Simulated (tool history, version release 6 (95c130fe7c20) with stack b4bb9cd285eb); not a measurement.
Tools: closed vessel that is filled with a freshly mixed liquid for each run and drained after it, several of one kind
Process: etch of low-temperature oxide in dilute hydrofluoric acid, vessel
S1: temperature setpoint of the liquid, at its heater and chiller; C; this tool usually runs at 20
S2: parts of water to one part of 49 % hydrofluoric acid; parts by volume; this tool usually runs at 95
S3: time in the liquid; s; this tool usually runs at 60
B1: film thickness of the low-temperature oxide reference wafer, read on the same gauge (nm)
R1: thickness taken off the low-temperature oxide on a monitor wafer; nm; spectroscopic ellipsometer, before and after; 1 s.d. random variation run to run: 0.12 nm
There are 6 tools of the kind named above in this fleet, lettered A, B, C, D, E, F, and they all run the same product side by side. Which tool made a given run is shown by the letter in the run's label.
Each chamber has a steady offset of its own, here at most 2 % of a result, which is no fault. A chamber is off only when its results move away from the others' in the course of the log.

run	hour	S1	S2	S3	B1	R1
1A	7.5	20	95	60	70.017	12.951
2D	17.8	20	95	60	70.003	13.463
3B	27.1	20	95	60	70.024	13.406
4F	36.6	20	95	60	70.003	13.323
5E	45.8	20	50	75	70.001	32.992
6C	55.3	20	50	75	70.012	32.716
7D	62.5	20	50	75	70.006	34.102
8A	69.1	20	50	75	70.01	33.084
9C	77.3	20	50	75	70.014	32.174
10B	82.2	20	50	75	70.014	33.663
11E	87	20	95	60	70.035	13.201
12F	91.5	20	95	60	69.982	13.214
13D	100.9	20	95	60	69.972	13.201
14C	106.7	20	95	60	69.985	13.282
15A	112.2	20	95	60	70.016	13.131
16E	122.1	20	95	60	69.996	13.256
17B	132	20	95	60	70.011	13.281
18F	139.2	20	95	60	70.005	13.33
19F	144.2	20	95	60	70	13.309
20C	154	20	95	60	69.995	13.194
21A	161.7	20	95	60	70	13.034
22D	167.1	20	95	60	70.007	13.401
23E	176.9	20	95	60	69.991	13.866
24B	182.3	20	95	60	70.011	13.296
# hour 187.3: chamber D: thermometer replaced
25C	188.1	20	95	60	70.007	13.073
26D	196.9	20	95	60	69.997	13.454
27A	205.6	20	95	30	69.984	6.483
28E	214.4	20	95	30	69.997	6.9572
29F	219.2	20	95	30	70	6.6228
# hour 221.4: chamber C: thermometer replaced
30B	229.1	20	95	30	69.996	6.6627
31E	235.2	20	95	30	70.01	7.1532
32B	241.4	20	95	30	69.998	6.5717
33D	246.9	20	95	60	70.026	13.574
34C	251.8	20	95	60	70.009	13.149
35F	257.5	20	95	60	70.01	13.227
36A	264.9	20	95	60	69.994	13.108
37E	269.6	20	95	60	70.007	14.464
38C	274.4	20	95	60	69.996	13.087
39B	279.2	20	95	60	70.007	13.428
40D	289.4	20	145	60	69.999	8.1746

Next, all 6 chambers run the settings below, one line each with question marks for the results. What does each chamber give?
41A	296.9	20	95	60		?
41B	296.9	20	95	60		?
41C	296.9	20	95	60		?
41D	296.9	20	95	60		?
41E	296.9	20	95	60		?
41F	296.9	20	95	60		?

run	R1
41A	13.132
41B	13.192
41C	13.35
41D	13.553
41E	14.713
41F	13.28
